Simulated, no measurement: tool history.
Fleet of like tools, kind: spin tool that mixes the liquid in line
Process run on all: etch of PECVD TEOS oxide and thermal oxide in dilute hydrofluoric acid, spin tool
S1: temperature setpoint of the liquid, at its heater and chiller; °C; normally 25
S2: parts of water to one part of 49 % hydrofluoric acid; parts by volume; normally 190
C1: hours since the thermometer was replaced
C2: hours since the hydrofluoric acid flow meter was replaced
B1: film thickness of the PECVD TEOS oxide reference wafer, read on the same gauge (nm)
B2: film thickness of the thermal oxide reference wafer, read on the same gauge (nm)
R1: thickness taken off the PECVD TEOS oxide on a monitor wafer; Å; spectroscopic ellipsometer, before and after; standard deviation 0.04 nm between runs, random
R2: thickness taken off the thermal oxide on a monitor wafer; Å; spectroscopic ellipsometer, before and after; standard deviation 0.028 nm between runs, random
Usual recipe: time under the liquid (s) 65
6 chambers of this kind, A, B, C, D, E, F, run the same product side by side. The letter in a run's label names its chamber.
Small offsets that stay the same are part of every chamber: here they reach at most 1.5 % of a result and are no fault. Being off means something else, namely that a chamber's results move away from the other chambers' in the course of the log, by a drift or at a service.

{"run": "1E", "day": 0.138, "S1": 25, "S2": 190, "time under the liquid (s)": 65, "C1": 2164.6, "C2": 183.1, "B1": 79.981, "B2": 89.968, "R1": 70.402, "R2": 16.058}
{"run": "2D", "day": 0.279, "S1": 25, "S2": 190, "time under the liquid (s)": 65, "C1": 47.8, "C2": 641.6, "B1": 80.004, "B2": 90.003, "R1": 70.09, "R2": 15.625}
{"run": "3A", "day": 0.525, "S1": 25, "S2": 190, "time under the liquid (s)": 65, "C1": 88.6, "C2": 980.3, "B1": 79.999, "B2": 90.0, "R1": 70.457, "R2": 15.783}
{"run": "4F", "day": 0.646, "S1": 25, "S2": 190, "time under the liquid (s)": 65, "C1": 964.0, "C2": 561.7, "B1": 80.008, "B2": 89.974, "R1": 70.2, "R2": 16.032}
{"run": "5B", "day": 0.779, "S1": 25, "S2": 190, "time under the liquid (s)": 65, "C1": 1596.4, "C2": 30.1, "B1": 80.007, "B2": 90.026, "R1": 71.105, "R2": 16.194}
{"run": "6C", "day": 0.942, "S1": 25, "S2": 190, "time under the liquid (s)": 65, "C1": 965.6, "C2": 2079.1, "B1": 79.986, "B2": 90.033, "R1": 70.843, "R2": 16.065}
{"run": "7F", "day": 1.15, "S1": 25, "S2": 190, "time under the liquid (s)": 65, "C1": 976.1, "C2": 573.8, "B1": 79.99, "B2": 90.002, "R1": 71.027, "R2": 15.716}
{"run": "8D", "day": 1.271, "S1": 25, "S2": 190, "time under the liquid (s)": 65, "C1": 71.6, "C2": 665.4, "B1": 79.998, "B2": 89.994, "R1": 69.577, "R2": 15.532}
{"run": "9E", "day": 1.512, "S1": 25, "S2": 190, "time under the liquid (s)": 65, "C1": 2197.6, "C2": 216.1, "B1": 80.023, "B2": 89.993, "R1": 70.896, "R2": 15.838}
{"run": "10A", "day": 1.642, "S1": 25, "S2": 190, "time under the liquid (s)": 65, "C1": 115.4, "C2": 1007.1, "B1": 80.018, "B2": 90.022, "R1": 70.351, "R2": 15.709}
{"run": "11B", "day": 1.85, "S1": 25, "S2": 190, "time under the liquid (s)": 65, "C1": 1622.1, "C2": 55.8, "B1": 80.026, "B2": 89.988, "R1": 71.507, "R2": 15.979}
{"run": "12C", "day": 1.962, "S1": 25, "S2": 190, "time under the liquid (s)": 65, "C1": 990.1, "C2": 2103.6, "B1": 80.017, "B2": 89.976, "R1": 71.937, "R2": 16.417}
{"run": "13C", "day": 2.138, "S1": 25, "S2": 190, "time under the liquid (s)": 65, "C1": 994.3, "C2": 2107.8, "B1": 80.009, "B2": 90.032, "R1": 72.169, "R2": 15.423}
{"run": "14B", "day": 2.375, "S1": 25, "S2": 190, "time under the liquid (s)": 65, "C1": 1634.7, "C2": 68.4, "B1": 80.0, "B2": 89.993, "R1": 71.425, "R2": 15.924}
{"run": "15D", "day": 2.608, "S1": 25, "S2": 190, "time under the liquid (s)": 65, "C1": 103.7, "C2": 697.5, "B1": 79.998, "B2": 89.992, "R1": 70.35, "R2": 15.457}
{"run": "16A", "day": 2.838, "S1": 25, "S2": 190, "time under the liquid (s)": 65, "C1": 144.1, "C2": 1035.8, "B1": 80.003, "B2": 89.973, "R1": 70.849, "R2": 16.237}
{"run": "17F", "day": 2.988, "S1": 25, "S2": 190, "time under the liquid (s)": 65, "C1": 1020.2, "C2": 617.9, "B1": 80.007, "B2": 89.994, "R1": 70.658, "R2": 15.872}
{"run": "18E", "day": 3.15, "S1": 25, "S2": 190, "time under the liquid (s)": 65, "C1": 2236.9, "C2": 255.4, "B1": 79.977, "B2": 90.018, "R1": 71.054, "R2": 15.744}
{"run": "19D", "day": 3.338, "S1": 25, "S2": 190, "time under the liquid (s)": 65, "C1": 121.2, "C2": 715.0, "B1": 80.018, "B2": 90.003, "R1": 70.163, "R2": 15.977}
{"run": "20B", "day": 3.471, "S1": 25, "S2": 190, "time under the liquid (s)": 65, "C1": 1661.0, "C2": 94.7, "B1": 80.008, "B2": 89.974, "R1": 71.174, "R2": 15.604}
{"run": "21E", "day": 3.692, "S1": 25, "S2": 190, "time under the liquid (s)": 100, "C1": 2249.9, "C2": 268.4, "B1": 80.006, "B2": 90.02, "R1": 108.8, "R2": 24.592}
{"run": "22C", "day": 3.821, "S1": 25, "S2": 190, "time under the liquid (s)": 100, "C1": 1034.7, "C2": 2148.2, "B1": 79.995, "B2": 90.017, "R1": 110.61, "R2": 23.57}
{"run": "23A", "day": 3.95, "S1": 25, "S2": 190, "time under the liquid (s)": 100, "C1": 170.8, "C2": 1062.5, "B1": 80.003, "B2": 89.967, "R1": 109.12, "R2": 23.396}
{"run": "24F", "day": 4.179, "S1": 25, "S2": 190, "time under the liquid (s)": 100, "C1": 1048.8, "C2": 646.5, "B1": 80.019, "B2": 89.991, "R1": 108.58, "R2": 24.394}
{"run": "25E", "day": 4.425, "S1": 25, "S2": 190, "time under the liquid (s)": 100, "C1": 2267.5, "C2": 286.0, "B1": 80.001, "B2": 90.022, "R1": 109.63, "R2": 24.416}
{"run": "26D", "day": 4.642, "S1": 25, "S2": 190, "time under the liquid (s)": 100, "C1": 152.5, "C2": 746.3, "B1": 80.006, "B2": 89.978, "R1": 107.53, "R2": 24.19}
{"run": "27B", "day": 4.758, "S1": 25, "S2": 190, "time under the liquid (s)": 95, "C1": 1691.9, "C2": 125.6, "B1": 80.015, "B2": 90.035, "R1": 104.3, "R2": 23.491}
{"run": "28A", "day": 4.921, "S1": 25, "S2": 190, "time under the liquid (s)": 95, "C1": 194.1, "C2": 1085.8, "B1": 79.997, "B2": 89.989, "R1": 103.08, "R2": 22.69}
{"day": 4.925, "done": "chamber F: hydrofluoric acid flow meter replaced"}
{"run": "29C", "day": 5.129, "S1": 25, "S2": 190, "time under the liquid (s)": 95, "C1": 1066.1, "C2": 2179.6, "B1": 79.987, "B2": 90.005, "R1": 103.82, "R2": 22.851}
{"run": "30F", "day": 5.383, "S1": 25, "S2": 190, "time under the liquid (s)": 95, "C1": 1077.7, "C2": 11.0, "B1": 80.012, "B2": 90.016, "R1": 104.24, "R2": 22.868}
{"run": "31D", "day": 5.558, "S1": 25, "S2": 190, "time under the liquid (s)": 95, "C1": 174.5, "C2": 768.3, "B1": 80.026, "B2": 90.007, "R1": 102.54, "R2": 23.123}
{"run": "32E", "day": 5.7, "S1": 25, "S2": 190, "time under the liquid (s)": 95, "C1": 2298.1, "C2": 316.6, "B1": 80.017, "B2": 90.0, "R1": 103.14, "R2": 22.925}
{"day": 5.883, "done": "chamber F: thermometer replaced"}
{"run": "33A", "day": 5.912, "S1": 25, "S2": 190, "time under the liquid (s)": 65, "C1": 217.9, "C2": 1109.6, "B1": 80.004, "B2": 90.031, "R1": 70.453, "R2": 15.928}
{"run": "34B", "day": 6.15, "S1": 25, "S2": 225, "time under the liquid (s)": 35, "C1": 1725.3, "C2": 159.0, "B1": 80.017, "B2": 89.979, "R1": 31.221, "R2": 7.0023}
{"run": "35F", "day": 6.312, "S1": 25, "S2": 225, "time under the liquid (s)": 35, "C1": 10.4, "C2": 33.3, "B1": 79.993, "B2": 89.98, "R1": 31.273, "R2": 7.0389}
{"run": "36C", "day": 6.546, "S1": 25, "S2": 225, "time under the liquid (s)": 35, "C1": 1100.1, "C2": 2213.6, "B1": 79.991, "B2": 89.992, "R1": 31.298, "R2": 6.9021}
{"run": "37D", "day": 6.725, "S1": 25, "S2": 225, "time under the liquid (s)": 35, "C1": 202.5, "C2": 796.3, "B1": 80.017, "B2": 89.999, "R1": 30.753, "R2": 6.9444}
{"run": "38A", "day": 6.929, "S1": 25, "S2": 225, "time under the liquid (s)": 35, "C1": 242.3, "C2": 1134.0, "B1": 79.987, "B2": 89.994, "R1": 30.94, "R2": 6.7165}
{"run": "39C", "day": 7.112, "S1": 25, "S2": 225, "time under the liquid (s)": 35, "C1": 1113.7, "C2": 2227.2, "B1": 79.992, "B2": 90.003, "R1": 30.958, "R2": 6.8705}
{"run": "40B", "day": 7.338, "S1": 25, "S2": 190, "time under the liquid (s)": 65, "C1": 1753.8, "C2": 187.5, "B1": 79.997, "B2": 90.003, "R1": 71.128, "R2": 15.884}

Which is it: a chamber that has drifted or been left off by a service, a gauge drift common to all chambers, or only each chamber's usual small offset? If a chamber is off, name it and its likeliest cause.

No chamber is off and the gauge is stable; the differences are just each chamber's small, constant offset.

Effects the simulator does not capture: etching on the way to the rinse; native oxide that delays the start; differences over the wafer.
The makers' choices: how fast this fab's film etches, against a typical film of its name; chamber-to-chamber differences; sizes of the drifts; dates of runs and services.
